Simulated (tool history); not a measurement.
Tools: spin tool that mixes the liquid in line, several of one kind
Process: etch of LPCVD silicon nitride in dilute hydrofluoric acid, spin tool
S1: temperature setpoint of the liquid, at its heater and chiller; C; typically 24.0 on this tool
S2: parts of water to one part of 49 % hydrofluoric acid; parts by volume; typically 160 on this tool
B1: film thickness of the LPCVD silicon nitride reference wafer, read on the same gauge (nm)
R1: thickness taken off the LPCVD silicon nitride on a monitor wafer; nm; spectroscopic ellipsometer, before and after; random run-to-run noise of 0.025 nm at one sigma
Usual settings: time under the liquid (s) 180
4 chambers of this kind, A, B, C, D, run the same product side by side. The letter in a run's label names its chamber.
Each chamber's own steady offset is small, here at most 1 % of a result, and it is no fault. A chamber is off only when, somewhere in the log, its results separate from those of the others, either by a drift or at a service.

{"run": "1C", "hour": 4.9, "S1": 24.0, "S2": 160, "time under the liquid (s)": 180, "B1": 40.001, "R1": 0.50745}
{"run": "2A", "hour": 8.7, "S1": 24.0, "S2": 160, "time under the liquid (s)": 180, "B1": 40.011, "R1": 0.49249}
{"run": "3B", "hour": 12.1, "S1": 24.0, "S2": 160, "time under the liquid (s)": 180, "B1": 40.003, "R1": 0.51125}
{"run": "4D", "hour": 17.2, "S1": 24.0, "S2": 160, "time under the liquid (s)": 180, "B1": 40.004, "R1": 0.5633}
{"run": "5D", "hour": 19.9, "S1": 28.5, "S2": 110, "time under the liquid (s)": 180, "B1": 40.006, "R1": 0.9655}
{"run": "6A", "hour": 23.4, "S1": 28.5, "S2": 110, "time under the liquid (s)": 180, "B1": 39.971, "R1": 0.88764}
{"run": "7C", "hour": 26.9, "S1": 28.5, "S2": 110, "time under the liquid (s)": 180, "B1": 39.991, "R1": 1.0346}
{"run": "8B", "hour": 31.5, "S1": 28.5, "S2": 110, "time under the liquid (s)": 180, "B1": 40.007, "R1": 0.99738}
{"run": "9A", "hour": 34.2, "S1": 24.0, "S2": 160, "time under the liquid (s)": 180, "B1": 40.0, "R1": 0.55349}
{"run": "10D", "hour": 40.0, "S1": 24.0, "S2": 160, "time under the liquid (s)": 180, "B1": 40.009, "R1": 0.53954}
{"run": "11C", "hour": 43.4, "S1": 24.0, "S2": 160, "time under the liquid (s)": 180, "B1": 40.012, "R1": 0.54208}
{"run": "12B", "hour": 49.1, "S1": 24.0, "S2": 160, "time under the liquid (s)": 180, "B1": 39.995, "R1": 0.49259}
{"run": "13C", "hour": 53.2, "S1": 24.0, "S2": 160, "time under the liquid (s)": 180, "B1": 40.019, "R1": 0.50249}
{"run": "14A", "hour": 57.3, "S1": 24.0, "S2": 160, "time under the liquid (s)": 180, "B1": 40.02, "R1": 0.5002}
{"run": "15B", "hour": 60.5, "S1": 24.0, "S2": 160, "time under the liquid (s)": 180, "B1": 39.977, "R1": 0.4789}
{"run": "16D", "hour": 65.6, "S1": 24.0, "S2": 160, "time under the liquid (s)": 180, "B1": 40.0, "R1": 0.51768}
{"run": "17D", "hour": 69.0, "S1": 24.0, "S2": 160, "time under the liquid (s)": 180, "B1": 39.989, "R1": 0.52955}
{"run": "18A", "hour": 74.3, "S1": 24.0, "S2": 160, "time under the liquid (s)": 180, "B1": 39.996, "R1": 0.49906}
{"run": "19B", "hour": 78.6, "S1": 24.0, "S2": 160, "time under the liquid (s)": 180, "B1": 40.01, "R1": 0.55107}
{"run": "20C", "hour": 84.1, "S1": 24.0, "S2": 160, "time under the liquid (s)": 180, "B1": 39.993, "R1": 0.55855}
{"run": "21B", "hour": 86.9, "S1": 24.0, "S2": 160, "time under the liquid (s)": 180, "B1": 40.012, "R1": 0.50171}
{"run": "22C", "hour": 90.6, "S1": 24.0, "S2": 160, "time under the liquid (s)": 180, "B1": 39.995, "R1": 0.5542}
{"run": "23D", "hour": 93.9, "S1": 24.0, "S2": 160, "time under the liquid (s)": 180, "B1": 40.001, "R1": 0.48638}
{"run": "24A", "hour": 97.1, "S1": 24.0, "S2": 160, "time under the liquid (s)": 180, "B1": 39.998, "R1": 0.52456}
{"run": "25D", "hour": 101.7, "S1": 24.0, "S2": 160, "time under the liquid (s)": 180, "B1": 40.01, "R1": 0.54604}
{"run": "26C", "hour": 104.4, "S1": 24.0, "S2": 160, "time under the liquid (s)": 180, "B1": 39.987, "R1": 0.48526}

All 4 chambers run these settings next. Forecast each chamber's results:
{"run": "27A", "hour": 108.5, "S1": 24.0, "S2": 160, "time under the liquid (s)": 220, "R1": "?"}
{"run": "27B", "hour": 108.5, "S1": 24.0, "S2": 160, "time under the liquid (s)": 220, "R1": "?"}
{"run": "27C", "hour": 108.5, "S1": 24.0, "S2": 160, "time under the liquid (s)": 220, "R1": "?"}
{"run": "27D", "hour": 108.5, "S1": 24.0, "S2": 160, "time under the liquid (s)": 220, "R1": "?"}

run=27A R1=0.65363
run=27B R1=0.68927
run=27C R1=0.66082
run=27D R1=0.63902
